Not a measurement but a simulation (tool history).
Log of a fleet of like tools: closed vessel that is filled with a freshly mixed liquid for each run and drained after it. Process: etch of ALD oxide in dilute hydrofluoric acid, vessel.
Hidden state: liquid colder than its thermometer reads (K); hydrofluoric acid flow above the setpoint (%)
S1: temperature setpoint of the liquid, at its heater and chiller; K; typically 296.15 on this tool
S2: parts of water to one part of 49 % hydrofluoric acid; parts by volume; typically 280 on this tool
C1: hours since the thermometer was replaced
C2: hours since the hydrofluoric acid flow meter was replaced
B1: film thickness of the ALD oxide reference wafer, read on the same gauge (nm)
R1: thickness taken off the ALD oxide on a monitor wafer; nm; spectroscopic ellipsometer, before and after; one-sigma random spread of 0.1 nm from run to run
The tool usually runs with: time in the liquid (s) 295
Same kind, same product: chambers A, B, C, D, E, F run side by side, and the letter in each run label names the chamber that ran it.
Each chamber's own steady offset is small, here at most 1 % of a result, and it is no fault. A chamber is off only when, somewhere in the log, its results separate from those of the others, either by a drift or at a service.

{"run": "1F", "hour": 7.6, "S1": 296.15, "S2": 280, "time in the liquid (s)": 295, "C1": 438.7, "C2": 2048.3, "B1": 119.98, "R1": 11.391}
{"run": "2B", "hour": 16.8, "S1": 296.15, "S2": 280, "time in the liquid (s)": 295, "C1": 436.0, "C2": 1990.5, "B1": 120.0, "R1": 11.488}
{"run": "3C", "hour": 29.0, "S1": 296.15, "S2": 280, "time in the liquid (s)": 295, "C1": 1025.4, "C2": 1478.9, "B1": 120.02, "R1": 11.275}
{"run": "4A", "hour": 41.3, "S1": 296.15, "S2": 280, "time in the liquid (s)": 295, "C1": 303.6, "C2": 1311.2, "B1": 120.05, "R1": 11.409}
{"run": "5E", "hour": 53.9, "S1": 294.15, "S2": 280, "time in the liquid (s)": 180, "C1": 453.6, "C2": 523.2, "B1": 120.01, "R1": 6.3086}
{"run": "6D", "hour": 59.5, "S1": 294.15, "S2": 280, "time in the liquid (s)": 180, "C1": 2144.7, "C2": 133.3, "B1": 119.98, "R1": 6.3788}
{"hour": 64.4, "done": "chamber F: hydrofluoric acid flow meter replaced"}
{"run": "7B", "hour": 66.0, "S1": 294.15, "S2": 280, "time in the liquid (s)": 180, "C1": 485.2, "C2": 2039.7, "B1": 119.97, "R1": 6.5674}
{"run": "8E", "hour": 75.6, "S1": 294.15, "S2": 280, "time in the liquid (s)": 180, "C1": 475.3, "C2": 544.9, "B1": 119.97, "R1": 6.1976}
{"run": "9F", "hour": 86.0, "S1": 294.15, "S2": 280, "time in the liquid (s)": 180, "C1": 517.1, "C2": 21.7, "B1": 120.03, "R1": 6.4324}
{"run": "10C", "hour": 96.5, "S1": 294.15, "S2": 280, "time in the liquid (s)": 180, "C1": 1092.9, "C2": 1546.4, "B1": 120.0, "R1": 6.4103}
{"run": "11A", "hour": 109.3, "S1": 296.15, "S2": 280, "time in the liquid (s)": 295, "C1": 371.6, "C2": 1379.2, "B1": 120.0, "R1": 11.606}
{"run": "12D", "hour": 120.0, "S1": 296.15, "S2": 280, "time in the liquid (s)": 295, "C1": 2205.2, "C2": 193.8, "B1": 120.02, "R1": 11.466}
{"run": "13E", "hour": 132.7, "S1": 296.15, "S2": 185, "time in the liquid (s)": 295, "C1": 532.4, "C2": 602.0, "B1": 120.04, "R1": 18.737}
{"run": "14B", "hour": 141.5, "S1": 296.15, "S2": 185, "time in the liquid (s)": 295, "C1": 560.7, "C2": 2115.2, "B1": 119.98, "R1": 19.065}
{"run": "15F", "hour": 147.1, "S1": 296.15, "S2": 185, "time in the liquid (s)": 295, "C1": 578.2, "C2": 82.8, "B1": 120.0, "R1": 18.685}
{"run": "16C", "hour": 154.6, "S1": 296.15, "S2": 185, "time in the liquid (s)": 295, "C1": 1151.0, "C2": 1604.5, "B1": 119.98, "R1": 18.531}
{"run": "17A", "hour": 162.5, "S1": 296.15, "S2": 185, "time in the liquid (s)": 295, "C1": 424.8, "C2": 1432.4, "B1": 119.98, "R1": 19.253}
{"run": "18D", "hour": 168.6, "S1": 296.15, "S2": 185, "time in the liquid (s)": 295, "C1": 2253.8, "C2": 242.4, "B1": 119.99, "R1": 19.114}
{"run": "19E", "hour": 176.6, "S1": 296.15, "S2": 280, "time in the liquid (s)": 295, "C1": 576.3, "C2": 645.9, "B1": 120.04, "R1": 11.266}
{"run": "20B", "hour": 186.8, "S1": 296.15, "S2": 280, "time in the liquid (s)": 295, "C1": 606.0, "C2": 2160.5, "B1": 120.01, "R1": 11.366}
{"run": "21F", "hour": 198.3, "S1": 296.15, "S2": 280, "time in the liquid (s)": 295, "C1": 629.4, "C2": 134.0, "B1": 120.03, "R1": 11.31}
{"run": "22A", "hour": 208.6, "S1": 296.15, "S2": 280, "time in the liquid (s)": 295, "C1": 470.9, "C2": 1478.5, "B1": 119.99, "R1": 11.473}
{"run": "23C", "hour": 215.9, "S1": 296.15, "S2": 280, "time in the liquid (s)": 295, "C1": 1212.3, "C2": 1665.8, "B1": 120.01, "R1": 11.224}
{"run": "24D", "hour": 221.5, "S1": 296.15, "S2": 280, "time in the liquid (s)": 295, "C1": 2306.7, "C2": 295.3, "B1": 119.98, "R1": 12.035}
{"run": "25B", "hour": 231.9, "S1": 296.15, "S2": 280, "time in the liquid (s)": 295, "C1": 651.1, "C2": 2205.6, "B1": 120.0, "R1": 11.63}
{"hour": 233.7, "done": "chamber E: hydrofluoric acid flow meter replaced"}
{"hour": 239.5, "done": "chamber D: thermometer replaced"}
{"run": "26F", "hour": 244.5, "S1": 296.15, "S2": 280, "time in the liquid (s)": 295, "C1": 675.6, "C2": 180.2, "B1": 120.03, "R1": 11.323}
{"run": "27E", "hour": 256.1, "S1": 296.15, "S2": 280, "time in the liquid (s)": 295, "C1": 655.8, "C2": 22.4, "B1": 119.98, "R1": 11.297}
{"run": "28D", "hour": 266.6, "S1": 292.15, "S2": 330, "time in the liquid (s)": 295, "C1": 27.1, "C2": 340.4, "B1": 120.02, "R1": 8.4932}
{"run": "29A", "hour": 273.5, "S1": 292.15, "S2": 330, "time in the liquid (s)": 295, "C1": 535.8, "C2": 1543.4, "B1": 120.0, "R1": 8.0822}
{"run": "30C", "hour": 285.3, "S1": 292.15, "S2": 330, "time in the liquid (s)": 295, "C1": 1281.7, "C2": 1735.2, "B1": 119.98, "R1": 7.8813}
{"hour": 290.8, "done": "chamber E: thermometer replaced"}
{"run": "31E", "hour": 295.7, "S1": 292.15, "S2": 330, "time in the liquid (s)": 295, "C1": 5.0, "C2": 62.0, "B1": 119.98, "R1": 7.7818}
{"run": "32C", "hour": 301.2, "S1": 292.15, "S2": 330, "time in the liquid (s)": 295, "C1": 1297.6, "C2": 1751.1, "B1": 120.03, "R1": 7.8529}
{"run": "33B", "hour": 311.6, "S1": 292.15, "S2": 330, "time in the liquid (s)": 295, "C1": 730.8, "C2": 2285.3, "B1": 120.04, "R1": 8.1151}
{"run": "34F", "hour": 320.8, "S1": 296.15, "S2": 280, "time in the liquid (s)": 295, "C1": 751.9, "C2": 256.5, "B1": 119.98, "R1": 11.226}
{"run": "35D", "hour": 329.4, "S1": 296.15, "S2": 280, "time in the liquid (s)": 295, "C1": 89.9, "C2": 403.2, "B1": 120.0, "R1": 12.625}
{"run": "36A", "hour": 342.1, "S1": 296.15, "S2": 280, "time in the liquid (s)": 295, "C1": 604.4, "C2": 1612.0, "B1": 120.0, "R1": 11.41}
{"run": "37A", "hour": 353.2, "S1": 296.15, "S2": 280, "time in the liquid (s)": 295, "C1": 615.5, "C2": 1623.1, "B1": 120.03, "R1": 11.532}
{"run": "38E", "hour": 358.9, "S1": 296.15, "S2": 280, "time in the liquid (s)": 295, "C1": 68.2, "C2": 125.2, "B1": 119.98, "R1": 11.172}

Read the log: is a single chamber off, either drifting away or since a service, is the gauge that measures every chamber drifting, or is nothing wrong beyond small per-chamber offsets? Name any odd chamber and what most likely caused it.

Little by little, chamber D moves away from the other chambers.
Most likely cause: hydrofluoric acid flow above the setpoint (%) = 8.81.

Below are 4 candidate recipes for chamber D's next run, each the usual settings with a change, their results shown as question marks. Which of them brings D's results back in line with what the other chambers give on the usual settings?
In line here means within this much of the mean the other chambers give on the usual settings: R1 0.3600 nm
{"run": "39D-1", "hour": 368.1, "S1": 296.15, "S2": 300, "time in the liquid (s)": 270, "R1": "?"}
{"run": "39D-2", "hour": 368.1, "S1": 296.65, "S2": 245, "time in the liquid (s)": 295, "R1": "?"}
{"run": "39D-3", "hour": 368.1, "S1": 296.15, "S2": 290, "time in the liquid (s)": 280, "R1": "?"}
{"run": "39D-4", "hour": 368.1, "S1": 296.15, "S2": 280, "time in the liquid (s)": 325, "R1": "?"}

The other chambers' mean on the usual settings: R1 11.3540 nm
run=39D-1 R1=10.5920
run=39D-2 R1=15.1210
run=39D-3 R1=11.4580
run=39D-4 R1=13.8910
The answer is 39D-3, which returns the chamber to within the allowed miss of the others.
